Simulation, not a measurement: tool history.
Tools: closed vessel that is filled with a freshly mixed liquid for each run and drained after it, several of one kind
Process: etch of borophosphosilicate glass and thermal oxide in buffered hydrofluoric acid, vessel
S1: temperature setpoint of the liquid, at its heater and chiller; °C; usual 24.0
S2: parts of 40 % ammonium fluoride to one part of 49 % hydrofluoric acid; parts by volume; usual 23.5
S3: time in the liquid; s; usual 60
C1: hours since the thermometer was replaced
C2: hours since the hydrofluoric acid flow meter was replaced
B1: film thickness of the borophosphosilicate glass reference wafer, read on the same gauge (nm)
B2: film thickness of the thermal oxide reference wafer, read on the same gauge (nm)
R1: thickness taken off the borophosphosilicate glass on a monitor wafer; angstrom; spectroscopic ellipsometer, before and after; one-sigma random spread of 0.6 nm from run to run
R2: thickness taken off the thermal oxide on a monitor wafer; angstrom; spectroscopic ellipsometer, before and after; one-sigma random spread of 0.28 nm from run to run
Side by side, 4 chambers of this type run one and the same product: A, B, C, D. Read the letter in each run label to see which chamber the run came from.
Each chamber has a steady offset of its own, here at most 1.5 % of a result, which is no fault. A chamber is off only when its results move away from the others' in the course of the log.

{"day": 0.262, "done": "chamber B: hydrofluoric acid flow meter replaced"}
{"run": "1A", "day": 0.317, "S1": 24.0, "S2": 23.5, "S3": 60, "C1": 849.3, "C2": 937.4, "B1": 30.01, "B2": 50.003, "R1": 696.37, "R2": 316.62}
{"run": "2B", "day": 0.583, "S1": 24.0, "S2": 23.5, "S3": 60, "C1": 900.4, "C2": 7.8, "B1": 30.0, "B2": 49.977, "R1": 688.58, "R2": 317.42}
{"run": "3C", "day": 0.821, "S1": 24.0, "S2": 23.5, "S3": 60, "C1": 1237.2, "C2": 688.8, "B1": 29.986, "B2": 50.0, "R1": 696.28, "R2": 314.59}
{"run": "4D", "day": 1.183, "S1": 24.0, "S2": 23.5, "S3": 60, "C1": 2004.6, "C2": 276.2, "B1": 30.005, "B2": 49.99, "R1": 680.06, "R2": 309.92}
{"run": "5D", "day": 1.496, "S1": 24.0, "S2": 23.5, "S3": 60, "C1": 2012.1, "C2": 283.7, "B1": 29.982, "B2": 50.005, "R1": 675.05, "R2": 314.89}
{"run": "6C", "day": 1.7, "S1": 24.0, "S2": 23.5, "S3": 60, "C1": 1258.3, "C2": 709.9, "B1": 29.993, "B2": 50.005, "R1": 681.71, "R2": 314.1}
{"run": "7B", "day": 1.942, "S1": 24.0, "S2": 23.5, "S3": 60, "C1": 933.0, "C2": 40.4, "B1": 29.983, "B2": 49.981, "R1": 693.19, "R2": 320.66}
{"day": 1.954, "done": "chamber A: thermometer replaced"}
{"run": "8A", "day": 2.25, "S1": 24.0, "S2": 23.5, "S3": 60, "C1": 7.1, "C2": 983.8, "B1": 30.005, "B2": 49.989, "R1": 691.24, "R2": 320.53}
{"run": "9A", "day": 2.446, "S1": 24.0, "S2": 23.5, "S3": 60, "C1": 11.8, "C2": 988.5, "B1": 30.003, "B2": 49.979, "R1": 696.41, "R2": 316.11}
{"run": "10C", "day": 2.692, "S1": 24.0, "S2": 23.5, "S3": 60, "C1": 1282.1, "C2": 733.7, "B1": 29.998, "B2": 50.011, "R1": 686.9, "R2": 309.88}
{"run": "11B", "day": 3.004, "S1": 24.0, "S2": 23.5, "S3": 40, "C1": 958.5, "C2": 65.9, "B1": 30.004, "B2": 49.998, "R1": 458.98, "R2": 209.87}
{"run": "12D", "day": 3.238, "S1": 24.0, "S2": 23.5, "S3": 40, "C1": 2053.9, "C2": 325.5, "B1": 29.988, "B2": 50.0, "R1": 449.76, "R2": 209.89}
{"run": "13A", "day": 3.479, "S1": 24.0, "S2": 23.5, "S3": 40, "C1": 36.6, "C2": 1013.3, "B1": 29.981, "B2": 49.985, "R1": 464.63, "R2": 211.31}
{"run": "14C", "day": 3.838, "S1": 24.0, "S2": 23.5, "S3": 40, "C1": 1309.6, "C2": 761.2, "B1": 29.967, "B2": 49.991, "R1": 456.23, "R2": 207.52}
{"run": "15B", "day": 4.058, "S1": 24.0, "S2": 23.5, "S3": 60, "C1": 983.8, "C2": 91.2, "B1": 29.999, "B2": 50.016, "R1": 677.9, "R2": 316.86}
{"run": "16D", "day": 4.417, "S1": 24.0, "S2": 23.5, "S3": 60, "C1": 2082.2, "C2": 353.8, "B1": 30.012, "B2": 49.992, "R1": 671.72, "R2": 314.47}
{"run": "17D", "day": 4.8, "S1": 24.0, "S2": 23.5, "S3": 60, "C1": 2091.4, "C2": 363.0, "B1": 30.035, "B2": 50.015, "R1": 677.48, "R2": 311.53}
{"run": "18A", "day": 5.108, "S1": 21.0, "S2": 30.0, "S3": 60, "C1": 75.7, "C2": 1052.4, "B1": 29.968, "B2": 49.99, "R1": 495.08, "R2": 229.04}
{"run": "19B", "day": 5.362, "S1": 21.0, "S2": 30.0, "S3": 60, "C1": 1015.1, "C2": 122.5, "B1": 29.974, "B2": 50.025, "R1": 493.83, "R2": 225.64}
{"run": "20C", "day": 5.621, "S1": 21.0, "S2": 30.0, "S3": 60, "C1": 1352.4, "C2": 804.0, "B1": 30.017, "B2": 50.01, "R1": 490.1, "R2": 222.61}
{"run": "21C", "day": 5.942, "S1": 21.0, "S2": 30.0, "S3": 60, "C1": 1360.1, "C2": 811.7, "B1": 29.99, "B2": 49.992, "R1": 482.6, "R2": 223.19}
{"run": "22A", "day": 6.308, "S1": 24.0, "S2": 23.5, "S3": 60, "C1": 104.5, "C2": 1081.2, "B1": 30.045, "B2": 49.998, "R1": 701.51, "R2": 318.56}
{"run": "23B", "day": 6.504, "S1": 24.0, "S2": 23.5, "S3": 60, "C1": 1042.5, "C2": 149.9, "B1": 29.995, "B2": 50.012, "R1": 677.83, "R2": 315.68}
{"run": "24D", "day": 6.754, "S1": 24.0, "S2": 23.5, "S3": 60, "C1": 2138.3, "C2": 409.9, "B1": 29.988, "B2": 49.967, "R1": 686.41, "R2": 316.56}
{"run": "25A", "day": 7.133, "S1": 24.0, "S2": 23.5, "S3": 60, "C1": 124.3, "C2": 1101.0, "B1": 29.989, "B2": 49.993, "R1": 690.58, "R2": 315.71}
{"run": "26B", "day": 7.442, "S1": 19.5, "S2": 17.0, "S3": 60, "C1": 1065.0, "C2": 172.4, "B1": 30.012, "B2": 49.993, "R1": 696.52, "R2": 323.81}
{"run": "27D", "day": 7.692, "S1": 19.5, "S2": 17.0, "S3": 60, "C1": 2160.8, "C2": 432.4, "B1": 30.012, "B2": 49.995, "R1": 699.68, "R2": 315.5}
{"run": "28C", "day": 8.046, "S1": 19.5, "S2": 17.0, "S3": 60, "C1": 1410.6, "C2": 862.2, "B1": 30.038, "B2": 49.993, "R1": 698.26, "R2": 317.94}

Predict what each chamber gives when all 4 of them run the settings below next.
{"run": "29A", "day": 8.321, "S1": 20.5, "S2": 23.5, "S3": 60, "R1": "?", "R2": "?"}
{"run": "29B", "day": 8.321, "S1": 20.5, "S2": 23.5, "S3": 60, "R1": "?", "R2": "?"}
{"run": "29C", "day": 8.321, "S1": 20.5, "S2": 23.5, "S3": 60, "R1": "?", "R2": "?"}
{"run": "29D", "day": 8.321, "S1": 20.5, "S2": 23.5, "S3": 60, "R1": "?", "R2": "?"}

run=29A R1=576.85 R2=262.76
run=29B R1=568.74 R2=262.40
run=29C R1=557.33 R2=255.40
run=29D R1=561.69 R2=256.69
